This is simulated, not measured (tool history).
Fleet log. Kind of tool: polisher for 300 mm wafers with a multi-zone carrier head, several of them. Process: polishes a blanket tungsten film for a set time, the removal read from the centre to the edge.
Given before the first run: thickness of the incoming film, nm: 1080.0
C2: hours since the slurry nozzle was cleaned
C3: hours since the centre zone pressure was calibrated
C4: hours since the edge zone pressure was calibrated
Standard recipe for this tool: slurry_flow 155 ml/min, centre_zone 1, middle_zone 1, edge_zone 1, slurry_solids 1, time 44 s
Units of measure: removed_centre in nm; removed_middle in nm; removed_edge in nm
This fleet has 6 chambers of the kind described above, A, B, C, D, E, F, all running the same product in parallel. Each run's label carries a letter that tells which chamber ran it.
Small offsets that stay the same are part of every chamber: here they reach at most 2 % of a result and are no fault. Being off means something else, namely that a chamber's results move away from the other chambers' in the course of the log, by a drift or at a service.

At day 0.071: chamber C: worn pad replaced by a new one.
Run 1B, day 0.229: usual settings; wafers polished on this pad 498; C2 116.3; C3 543.9; C4 1091.3. Result: removed_centre 151.86 nm, removed_middle 151.8 nm, removed_edge 151.63 nm.
Run 2E, day 0.471: usual settings; wafers polished on this pad 803; C2 130.4; C3 464.6; C4 249.2. Result: removed_centre 151.28 nm, removed_middle 153.48 nm, removed_edge 155.82 nm.
Run 3D, day 0.708: usual settings; wafers polished on this pad 297; C2 106; C3 183.1; C4 240.6. Result: removed_centre 150.67 nm, removed_middle 150.03 nm, removed_edge 154.44 nm.
Run 4A, day 0.85: usual settings; wafers polished on this pad 312; C2 111.4; C3 771.5; C4 401.5. Result: removed_centre 146.99 nm, removed_middle 150.05 nm, removed_edge 149.08 nm.
Run 5C, day 0.975: usual settings; wafers polished on this pad 284; C2 368.5; C3 810.7; C4 200.7. Result: removed_centre 151.55 nm, removed_middle 151.04 nm, removed_edge 146.63 nm.
Run 6F, day 1.175: usual settings; wafers polished on this pad 651; C2 81.2; C3 129.6; C4 857.7. Result: removed_centre 153.42 nm, removed_middle 149.24 nm, removed_edge 150.89 nm.
At day 1.254: chamber B: edge zone pressure recalibrated.
At day 1.321: chamber E: worn pad replaced by a new one.
Run 7D, day 1.412: usual settings; wafers polished on this pad 517; C2 122.9; C3 200; C4 257.5. Result: removed_centre 152.62 nm, removed_middle 150.36 nm, removed_edge 145.79 nm.
At day 1.433: chamber D: worn pad replaced by a new one.
Run 8E, day 1.596: usual settings; wafers polished on this pad 86; C2 157.4; C3 491.6; C4 276.2. Result: removed_centre 151.81 nm, removed_middle 152.13 nm, removed_edge 150.67 nm.
At day 1.658: chamber C: worn pad replaced by a new one.
Run 9F, day 1.708: usual settings; wafers polished on this pad 819; C2 94; C3 142.4; C4 870.5. Result: removed_centre 155.61 nm, removed_middle 151.32 nm, removed_edge 149.76 nm.
Run 10B, day 1.838: usual settings; wafers polished on this pad 1003; C2 154.9; C3 582.5; C4 14. Result: removed_centre 152.53 nm, removed_middle 150.22 nm, removed_edge 151.79 nm.
Run 11A, day 1.992: usual settings; wafers polished on this pad 670; C2 138.8; C3 798.9; C4 428.9. Result: removed_centre 151 nm, removed_middle 146.56 nm, removed_edge 147.24 nm.
At day 2.092: chamber A: worn pad replaced by a new one.
Run 12C, day 2.15: usual settings but edge_zone 1.06, time 39 s; wafers polished on this pad 155; C2 396.7; C3 838.9; C4 228.9. Result: removed_centre 133.75 nm, removed_middle 133.01 nm, removed_edge 137.32 nm.
At day 2.233: chamber B: worn pad replaced by a new one.
Run 13C, day 2.267: usual settings but edge_zone 1.06, time 39 s; wafers polished on this pad 192; C2 399.5; C3 841.7; C4 231.7. Result: removed_centre 133.78 nm, removed_middle 134.56 nm, removed_edge 134.34 nm.
Run 14F, day 2.392: usual settings but edge_zone 1.06, time 39 s; wafers polished on this pad 1033; C2 110.4; C3 158.8; C4 886.9. Result: removed_centre 139.6 nm, removed_middle 134.23 nm, removed_edge 141.35 nm.
Run 15E, day 2.608: usual settings but edge_zone 1.06, time 39 s; wafers polished on this pad 403; C2 181.7; C3 515.9; C4 300.5. Result: removed_centre 134.34 nm, removed_middle 135.94 nm, removed_edge 142.06 nm.
Run 16A, day 2.842: usual settings but edge_zone 1.06, time 39 s; wafers polished on this pad 235; C2 159.2; C3 819.3; C4 449.3. Result: removed_centre 131.84 nm, removed_middle 132.96 nm, removed_edge 143.28 nm.
At day 2.879: chamber F: worn pad replaced by a new one.
Run 17D, day 3.008: usual settings but edge_zone 1.06, time 39 s; wafers polished on this pad 494; C2 161.2; C3 238.3; C4 295.8. Result: removed_centre 135.75 nm, removed_middle 133.8 nm, removed_edge 139.42 nm.
At day 3.121: chamber D: worn pad replaced by a new one.
Run 18B, day 3.242: usual settings; wafers polished on this pad 317; C2 188.6; C3 616.2; C4 47.7. Result: removed_centre 153.31 nm, removed_middle 149.75 nm, removed_edge 150.45 nm.
At day 3.404: chamber C: worn pad replaced by a new one.
Run 19C, day 3.412: usual settings; wafers polished on this pad 2; C2 427; C3 869.2; C4 259.2. Result: removed_centre 151.79 nm, removed_middle 151.5 nm, removed_edge 152.85 nm.
Run 20E, day 3.525: usual settings; wafers polished on this pad 691; C2 203.7; C3 537.9; C4 322.5. Result: removed_centre 154.16 nm, removed_middle 153.97 nm, removed_edge 150.82 nm.
Run 21D, day 3.633: usual settings; wafers polished on this pad 161; C2 176.2; C3 253.3; C4 310.8. Result: removed_centre 151.8 nm, removed_middle 147.93 nm, removed_edge 149.89 nm.
At day 3.779: chamber F: edge zone pressure recalibrated.
Run 22A, day 3.796: usual settings; wafers polished on this pad 534; C2 182.1; C3 842.2; C4 472.2. Result: removed_centre 150.97 nm, removed_middle 149.83 nm, removed_edge 152.87 nm.
Run 23B, day 3.95: usual settings; wafers polished on this pad 539; C2 205.6; C3 633.2; C4 64.7. Result: removed_centre 154.44 nm, removed_middle 150.88 nm, removed_edge 146.78 nm.
At day 4.008: chamber C: centre zone pressure recalibrated.
Run 24F, day 4.179: usual settings; wafers polished on this pad 407; C2 153.3; C3 201.7; C4 9.7. Result: removed_centre 151.94 nm, removed_middle 150.78 nm, removed_edge 148.12 nm.
Run 25A, day 4.392: usual settings; wafers polished on this pad 721; C2 196.4; C3 856.5; C4 486.5. Result: removed_centre 151.15 nm, removed_middle 149.71 nm, removed_edge 152.45 nm.
At day 4.483: chamber A: worn pad replaced by a new one.
Run 26C, day 4.6: usual settings; wafers polished on this pad 375; C2 455.5; C3 14.3; C4 287.7. Result: removed_centre 140.63 nm, removed_middle 152.29 nm, removed_edge 149.71 nm.
At day 4.788: chamber E: worn pad replaced by a new one.
Run 27D, day 4.821: usual settings; wafers polished on this pad 534; C2 204.7; C3 281.8; C4 339.3. Result: removed_centre 151.49 nm, removed_middle 148.25 nm, removed_edge 148.85 nm.
At day 4.95: chamber D: worn pad replaced by a new one.
Run 28B, day 5.062: usual settings; wafers polished on this pad 888; C2 232.3; C3 659.9; C4 91.4. Result: removed_centre 151.85 nm, removed_middle 152.31 nm, removed_edge 152.43 nm.
At day 5.125: chamber C: worn pad replaced by a new one.
Run 29E, day 5.204: usual settings; wafers polished on this pad 131; C2 244; C3 578.2; C4 362.8. Result: removed_centre 153.39 nm, removed_middle 153.67 nm, removed_edge 152.19 nm.
Run 30F, day 5.338: usual settings; wafers polished on this pad 771; C2 181.1; C3 229.5; C4 37.5. Result: removed_centre 151.23 nm, removed_middle 148.57 nm, removed_edge 150.06 nm.
At day 5.517: chamber E: slurry nozzle cleaned.
Run 31D, day 5.529: usual settings; wafers polished on this pad 181; C2 221.7; C3 298.8; C4 356.3. Result: removed_centre 152.04 nm, removed_middle 150.47 nm, removed_edge 149.62 nm.
Run 32A, day 5.633: usual settings; wafers polished on this pad 361; C2 226.2; C3 886.3; C4 516.3. Result: removed_centre 146.95 nm, removed_middle 149.59 nm, removed_edge 151.79 nm.
Run 33B, day 5.754: usual settings; wafers polished on this pad 1104; C2 248.9; C3 676.5; C4 108. Result: removed_centre 151.56 nm, removed_middle 150.43 nm, removed_edge 149.42 nm.
Run 34C, day 6: usual settings; wafers polished on this pad 275; C2 489.1; C3 47.9; C4 321.3. Result: removed_centre 140.06 nm, removed_middle 149.78 nm, removed_edge 152.51 nm.
At day 6.125: chamber B: worn pad replaced by a new one.
Run 35E, day 6.242: usual settings; wafers polished on this pad 457; C2 17.4; C3 603.1; C4 387.7. Result: removed_centre 153.71 nm, removed_middle 152.15 nm, removed_edge 153.76 nm.
Run 36F, day 6.392: usual settings; wafers polished on this pad 1101; C2 206.4; C3 254.8; C4 62.8. Result: removed_centre 151.14 nm, removed_middle 151.45 nm, removed_edge 151.36 nm.
Run 37B, day 6.508: usual settings; wafers polished on this pad 120; C2 267; C3 694.6; C4 126.1. Result: removed_centre 151.12 nm, removed_middle 151.23 nm, removed_edge 152.49 nm.
At day 6.704: chamber C: slurry nozzle cleaned.
Run 38E, day 6.708: usual settings; wafers polished on this pad 603; C2 28.6; C3 614.3; C4 398.9. Result: removed_centre 152.09 nm, removed_middle 153.44 nm, removed_edge 154.41 nm.
At day 6.858: chamber D: slurry nozzle cleaned.
At day 6.896: chamber C: worn pad replaced by a new one.
Run 39C, day 6.904: usual settings; wafers polished on this pad 2; C2 4.8; C3 69.6; C4 343. Result: removed_centre 143.31 nm, removed_middle 153.08 nm, removed_edge 155.25 nm.
At day 7.05: chamber D: worn pad replaced by a new one.
Run 40D, day 7.079: usual settings; wafers polished on this pad 10; C2 5.4; C3 336; C4 393.5. Result: removed_centre 154.07 nm, removed_middle 150.58 nm, removed_edge 147.34 nm.
At day 7.212: chamber F: worn pad replaced by a new one.
Run 41F, day 7.267: usual settings; wafers polished on this pad 18; C2 227.4; C3 275.8; C4 83.8. Result: removed_centre 154.94 nm, removed_middle 150.69 nm, removed_edge 153.93 nm.

Next, every chamber runs the same settings. What will each give?
Run 42A, day 7.442: usual settings. Result: removed_centre ?, removed_middle ?, removed_edge ?.
Run 42B, day 7.442: usual settings. Result: removed_centre ?, removed_middle ?, removed_edge ?.
Run 42C, day 7.442: usual settings. Result: removed_centre ?, removed_middle ?, removed_edge ?.
Run 42D, day 7.442: usual settings. Result: removed_centre ?, removed_middle ?, removed_edge ?.
Run 42E, day 7.442: usual settings. Result: removed_centre ?, removed_middle ?, removed_edge ?.
Run 42F, day 7.442: usual settings. Result: removed_centre ?, removed_middle ?, removed_edge ?.

run  removed_centre  removed_middle  removed_edge
42A          149.43           149.9        148.81
42B             151          150.28        147.72
42C          144.08          152.69        146.55
42D          153.63          150.41         150.9
42E          152.82          153.03        152.93
42F          155.22          150.05         154.4
